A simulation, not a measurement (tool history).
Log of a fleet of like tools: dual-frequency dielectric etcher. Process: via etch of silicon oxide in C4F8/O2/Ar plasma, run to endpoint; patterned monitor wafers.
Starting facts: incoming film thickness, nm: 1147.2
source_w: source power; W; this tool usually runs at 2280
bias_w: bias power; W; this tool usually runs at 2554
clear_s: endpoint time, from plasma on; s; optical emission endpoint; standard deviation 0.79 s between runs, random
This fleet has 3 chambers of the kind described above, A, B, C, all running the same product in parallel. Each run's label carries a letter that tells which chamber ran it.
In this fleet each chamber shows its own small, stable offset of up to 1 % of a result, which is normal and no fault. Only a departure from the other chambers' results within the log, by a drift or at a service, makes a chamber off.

run,day,source_w,bias_w,clear_s
1B,0.304,2280,2554,201.18
2C,0.608,2280,2554,201.65
3A,0.871,2280,2554,198.89
4B,1.308,2280,2554,201.26
5A,1.550,2280,2554,199.16
6C,1.942,2280,2554,200.26
7C,2.271,2280,2554,200.86
8B,2.704,2280,2554,201.53
9A,3.158,2280,2554,199.27
10B,3.546,2060,2327,214.20
11C,3.767,2060,2327,214.71
12A,4.175,2060,2327,212.63
13C,4.533,2280,2554,199.24
14B,4.775,2280,2554,201.52
15A,5.229,2280,2554,200.08
16B,5.542,2280,2554,200.41
17A,6.021,2280,2554,199.14
18C,6.404,2280,2554,195.52
19C,6.788,2280,2554,194.11
20B,7.042,2280,2554,201.79
21A,7.408,2280,2554,200.11
22C,7.721,2280,2554,193.04
23A,7.967,2280,2554,199.78
24B,8.196,2280,2554,201.13
25C,8.458,2280,2554,191.43
26A,8.712,2280,2554,197.88

What goes on in this fleet: one chamber off, a drifting gauge, or nothing beyond the chambers' own small offsets? Name the chamber and the cause, if any.

Chamber C drifts away from the others.
What lies behind it: etch rate over this chamber's usual, % = 5.63.

Here are 4 candidates for chamber C's next run, each the usual settings with a change, their results left as question marks. Which one brings its results back in line with what the others give on the usual settings?
In line here means within this much of the mean the other chambers give on the usual settings: clear_s 2.80 s
27C-1,9.071,2200,2489,?
27C-2,9.071,1980,2554,?
27C-3,9.071,2580,2554,?
27C-4,9.071,2360,2619,?

The other chambers' mean on the usual settings: clear_s 199.91 s
run,clear_s
27C-1,193.77
27C-2,200.33
27C-3,180.63
27C-4,185.64
27C-2 puts the chamber back in line with the other chambers.
